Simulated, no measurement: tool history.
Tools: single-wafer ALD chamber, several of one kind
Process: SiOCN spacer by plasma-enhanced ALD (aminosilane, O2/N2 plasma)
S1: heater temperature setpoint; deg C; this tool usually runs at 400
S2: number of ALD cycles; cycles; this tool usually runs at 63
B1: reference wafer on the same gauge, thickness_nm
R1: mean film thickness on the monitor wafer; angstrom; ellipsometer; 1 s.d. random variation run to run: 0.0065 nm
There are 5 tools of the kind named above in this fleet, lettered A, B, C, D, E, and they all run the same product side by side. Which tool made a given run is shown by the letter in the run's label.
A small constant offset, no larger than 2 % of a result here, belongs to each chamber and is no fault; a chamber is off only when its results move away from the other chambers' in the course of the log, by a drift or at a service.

run,hour,S1,S2,B1,R1
1C,10.5,400,63,3.7598,37.596
2B,21.5,400,63,3.7583,37.298
3E,30.5,400,63,3.7592,37.917
4A,44.7,400,63,3.7588,38.146
5D,51.3,411,72,3.7577,41.89
6E,59.9,411,72,3.7565,41.984
7A,67.4,411,72,3.7569,42.307
8C,75.3,411,72,3.7557,41.472
9D,90.7,411,72,3.754,41.876
10B,105.2,400,63,3.7529,37.355
11B,120.5,400,63,3.7536,37.263
12C,134.8,400,63,3.7521,37.304
13E,143.7,400,63,3.7503,37.932
14A,157.3,400,63,3.7491,38.195
15D,168.7,400,63,3.7488,37.789
16D,175.9,400,63,3.7496,37.771
17A,187.2,387,68,3.7478,41.155
18E,201.7,387,68,3.7479,40.919
19C,216,387,68,3.748,40.467
20B,229.8,387,68,3.7459,40.144
21D,242.9,387,68,3.7453,40.794
22E,253.1,400,63,3.7453,37.899
23A,262.5,400,63,3.7445,38.147
24C,275.6,400,63,3.7424,37.411
25B,284.6,400,63,3.7415,37.089
26A,294.9,400,63,3.7426,38.219
27C,303.4,400,63,3.7424,37.371
28D,313.1,411,55,3.7411,31.875
29E,325,411,55,3.7399,31.894
30B,332.1,411,55,3.7382,31.353
# hour 343.6: chamber B: thermocouple changed; heater temperature recalibrated
31C,346,411,55,3.7396,31.5
32D,360.7,411,55,3.737,31.796
33E,370.8,400,63,3.7374,37.747
34A,382.9,400,63,3.7369,38.029
35B,397.8,400,63,3.7361,37.05
36B,407.4,400,63,3.7346,37.123
37D,419.2,400,63,3.7348,37.628

Read the log: is a single chamber off, either drifting away or since a service, is the gauge that measures every chamber drifting, or is nothing wrong beyond small per-chamber offsets? Name any odd chamber and what most likely caused it.

No chamber is off; the gauge reading every chamber's wafers drifts, which makes the whole fleet appear to move together.
Most likely cause: gauge reads low (%) = 0.701.
